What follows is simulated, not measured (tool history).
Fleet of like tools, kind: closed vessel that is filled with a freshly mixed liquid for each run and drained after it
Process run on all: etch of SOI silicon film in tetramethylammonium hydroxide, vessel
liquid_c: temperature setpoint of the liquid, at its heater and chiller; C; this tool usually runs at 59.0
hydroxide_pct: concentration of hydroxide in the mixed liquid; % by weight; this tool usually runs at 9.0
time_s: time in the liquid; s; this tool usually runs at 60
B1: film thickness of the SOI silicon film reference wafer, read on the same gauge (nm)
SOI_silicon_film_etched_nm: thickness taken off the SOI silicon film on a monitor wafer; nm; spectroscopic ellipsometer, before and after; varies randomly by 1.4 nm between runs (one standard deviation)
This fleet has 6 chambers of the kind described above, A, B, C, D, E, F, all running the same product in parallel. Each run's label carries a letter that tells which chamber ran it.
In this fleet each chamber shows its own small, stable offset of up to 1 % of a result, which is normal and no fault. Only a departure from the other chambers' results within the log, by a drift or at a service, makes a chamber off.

{"run": "1D", "hour": 6.1, "liquid_c": 59.0, "hydroxide_pct": 9.0, "time_s": 60, "B1": 79.973, "SOI_silicon_film_etched_nm": 234.04}
{"run": "2F", "hour": 12.0, "liquid_c": 59.0, "hydroxide_pct": 9.0, "time_s": 60, "B1": 80.029, "SOI_silicon_film_etched_nm": 228.65}
{"run": "3A", "hour": 16.5, "liquid_c": 59.0, "hydroxide_pct": 9.0, "time_s": 60, "B1": 80.024, "SOI_silicon_film_etched_nm": 230.05}
{"run": "4C", "hour": 20.9, "liquid_c": 59.0, "hydroxide_pct": 9.0, "time_s": 60, "B1": 80.027, "SOI_silicon_film_etched_nm": 228.82}
{"run": "5B", "hour": 26.6, "liquid_c": 59.0, "hydroxide_pct": 9.0, "time_s": 60, "B1": 80.023, "SOI_silicon_film_etched_nm": 229.48}
{"run": "6E", "hour": 33.8, "liquid_c": 59.0, "hydroxide_pct": 9.0, "time_s": 40, "B1": 80.019, "SOI_silicon_film_etched_nm": 155.17}
{"run": "7D", "hour": 38.9, "liquid_c": 59.0, "hydroxide_pct": 9.0, "time_s": 40, "B1": 80.017, "SOI_silicon_film_etched_nm": 154.44}
{"run": "8B", "hour": 45.0, "liquid_c": 59.0, "hydroxide_pct": 9.0, "time_s": 40, "B1": 79.996, "SOI_silicon_film_etched_nm": 152.52}
{"run": "9A", "hour": 51.0, "liquid_c": 59.0, "hydroxide_pct": 9.0, "time_s": 40, "B1": 79.975, "SOI_silicon_film_etched_nm": 151.82}
{"run": "10E", "hour": 56.9, "liquid_c": 59.0, "hydroxide_pct": 9.0, "time_s": 40, "B1": 79.967, "SOI_silicon_film_etched_nm": 155.38}
{"hour": 59.2, "done": "chamber D: hydroxide flow meter replaced"}
{"run": "11C", "hour": 60.0, "liquid_c": 59.0, "hydroxide_pct": 9.0, "time_s": 40, "B1": 80.026, "SOI_silicon_film_etched_nm": 154.58}
{"run": "12F", "hour": 66.9, "liquid_c": 59.0, "hydroxide_pct": 9.0, "time_s": 60, "B1": 80.001, "SOI_silicon_film_etched_nm": 229.98}
{"run": "13B", "hour": 73.1, "liquid_c": 59.0, "hydroxide_pct": 9.0, "time_s": 60, "B1": 79.984, "SOI_silicon_film_etched_nm": 229.04}
{"run": "14A", "hour": 78.8, "liquid_c": 59.0, "hydroxide_pct": 9.0, "time_s": 60, "B1": 79.967, "SOI_silicon_film_etched_nm": 230.46}
{"run": "15C", "hour": 84.5, "liquid_c": 59.0, "hydroxide_pct": 9.0, "time_s": 60, "B1": 80.019, "SOI_silicon_film_etched_nm": 230.61}
{"run": "16F", "hour": 87.9, "liquid_c": 59.0, "hydroxide_pct": 9.0, "time_s": 60, "B1": 80.022, "SOI_silicon_film_etched_nm": 229.83}
{"run": "17D", "hour": 93.6, "liquid_c": 59.0, "hydroxide_pct": 9.0, "time_s": 60, "B1": 79.971, "SOI_silicon_film_etched_nm": 233.29}
{"run": "18E", "hour": 98.7, "liquid_c": 59.0, "hydroxide_pct": 9.0, "time_s": 60, "B1": 80.01, "SOI_silicon_film_etched_nm": 231.29}
{"run": "19F", "hour": 102.1, "liquid_c": 59.0, "hydroxide_pct": 9.0, "time_s": 60, "B1": 79.988, "SOI_silicon_film_etched_nm": 230.19}
{"run": "20D", "hour": 109.0, "liquid_c": 59.0, "hydroxide_pct": 9.0, "time_s": 60, "B1": 80.012, "SOI_silicon_film_etched_nm": 231.75}
{"run": "21B", "hour": 115.8, "liquid_c": 59.0, "hydroxide_pct": 9.0, "time_s": 60, "B1": 80.005, "SOI_silicon_film_etched_nm": 230.13}
{"hour": 117.0, "done": "chamber F: thermometer replaced"}
{"run": "22C", "hour": 120.7, "liquid_c": 59.0, "hydroxide_pct": 9.0, "time_s": 60, "B1": 80.023, "SOI_silicon_film_etched_nm": 230.66}
{"run": "23A", "hour": 124.8, "liquid_c": 59.0, "hydroxide_pct": 9.0, "time_s": 60, "B1": 79.976, "SOI_silicon_film_etched_nm": 228.91}
{"run": "24E", "hour": 128.6, "liquid_c": 59.0, "hydroxide_pct": 9.0, "time_s": 60, "B1": 79.961, "SOI_silicon_film_etched_nm": 236.91}
{"run": "25C", "hour": 132.7, "liquid_c": 59.0, "hydroxide_pct": 9.0, "time_s": 60, "B1": 80.008, "SOI_silicon_film_etched_nm": 227.94}
{"run": "26D", "hour": 139.1, "liquid_c": 59.0, "hydroxide_pct": 9.0, "time_s": 60, "B1": 79.955, "SOI_silicon_film_etched_nm": 230.64}
{"run": "27F", "hour": 145.3, "liquid_c": 59.0, "hydroxide_pct": 9.0, "time_s": 60, "B1": 79.997, "SOI_silicon_film_etched_nm": 228.57}
{"run": "28A", "hour": 150.1, "liquid_c": 59.0, "hydroxide_pct": 9.0, "time_s": 60, "B1": 80.012, "SOI_silicon_film_etched_nm": 229.61}
{"run": "29B", "hour": 157.2, "liquid_c": 59.0, "hydroxide_pct": 9.0, "time_s": 60, "B1": 80.023, "SOI_silicon_film_etched_nm": 229.03}
{"run": "30E", "hour": 162.8, "liquid_c": 59.0, "hydroxide_pct": 9.0, "time_s": 60, "B1": 79.975, "SOI_silicon_film_etched_nm": 237.4}
{"run": "31E", "hour": 166.2, "liquid_c": 64.5, "hydroxide_pct": 7.5, "time_s": 60, "B1": 80.026, "SOI_silicon_film_etched_nm": 355.85}
{"run": "32C", "hour": 170.0, "liquid_c": 64.5, "hydroxide_pct": 7.5, "time_s": 60, "B1": 79.993, "SOI_silicon_film_etched_nm": 340.58}
{"run": "33A", "hour": 175.2, "liquid_c": 64.5, "hydroxide_pct": 7.5, "time_s": 60, "B1": 79.968, "SOI_silicon_film_etched_nm": 340.63}
{"run": "34F", "hour": 182.1, "liquid_c": 64.5, "hydroxide_pct": 7.5, "time_s": 60, "B1": 80.0, "SOI_silicon_film_etched_nm": 340.61}
{"run": "35B", "hour": 187.9, "liquid_c": 64.5, "hydroxide_pct": 7.5, "time_s": 60, "B1": 79.974, "SOI_silicon_film_etched_nm": 343.82}
{"run": "36D", "hour": 193.8, "liquid_c": 64.5, "hydroxide_pct": 7.5, "time_s": 60, "B1": 80.008, "SOI_silicon_film_etched_nm": 342.95}
{"run": "37F", "hour": 197.3, "liquid_c": 56.0, "hydroxide_pct": 9.0, "time_s": 60, "B1": 79.985, "SOI_silicon_film_etched_nm": 190.86}
{"run": "38E", "hour": 202.7, "liquid_c": 56.0, "hydroxide_pct": 9.0, "time_s": 60, "B1": 79.985, "SOI_silicon_film_etched_nm": 200.77}
{"run": "39D", "hour": 206.7, "liquid_c": 56.0, "hydroxide_pct": 9.0, "time_s": 60, "B1": 80.002, "SOI_silicon_film_etched_nm": 193.46}
{"run": "40C", "hour": 210.8, "liquid_c": 56.0, "hydroxide_pct": 9.0, "time_s": 60, "B1": 80.004, "SOI_silicon_film_etched_nm": 190.32}
{"run": "41B", "hour": 215.8, "liquid_c": 56.0, "hydroxide_pct": 9.0, "time_s": 60, "B1": 79.999, "SOI_silicon_film_etched_nm": 189.59}

Which is it: a chamber that has drifted or been left off by a service, a gauge drift common to all chambers, or only each chamber's usual small offset? If a chamber is off, name it and its likeliest cause.

Little by little, chamber E moves away from the other chambers.
Most likely cause: liquid hotter than its thermometer reads (K) = 0.915.

Chamber E could run next with any of the 4 candidate recipes listed below; each alters the usual settings, and their results appear as question marks. Which one brings its results back in line with what the other chambers deliver on the usual settings?
A result is in line if it is within this distance of the other chambers' mean on the usual settings: SOI_silicon_film_etched_nm 4.90 nm
{"run": "42E-1", "hour": 221.0, "liquid_c": 57.5, "hydroxide_pct": 9.0, "time_s": 60, "SOI_silicon_film_etched_nm": "?"}
{"run": "42E-2", "hour": 221.0, "liquid_c": 60.0, "hydroxide_pct": 9.0, "time_s": 60, "SOI_silicon_film_etched_nm": "?"}
{"run": "42E-3", "hour": 221.0, "liquid_c": 59.0, "hydroxide_pct": 10.5, "time_s": 60, "SOI_silicon_film_etched_nm": "?"}
{"run": "42E-4", "hour": 221.0, "liquid_c": 59.0, "hydroxide_pct": 6.5, "time_s": 60, "SOI_silicon_film_etched_nm": "?"}

On the usual settings, the other chambers give on average: SOI_silicon_film_etched_nm 230.15 nm
run=42E-1 SOI_silicon_film_etched_nm=222.59
run=42E-2 SOI_silicon_film_etched_nm=260.52
run=42E-3 SOI_silicon_film_etched_nm=231.02
run=42E-4 SOI_silicon_film_etched_nm=269.49
42E-3 puts the chamber back in line with the other chambers.
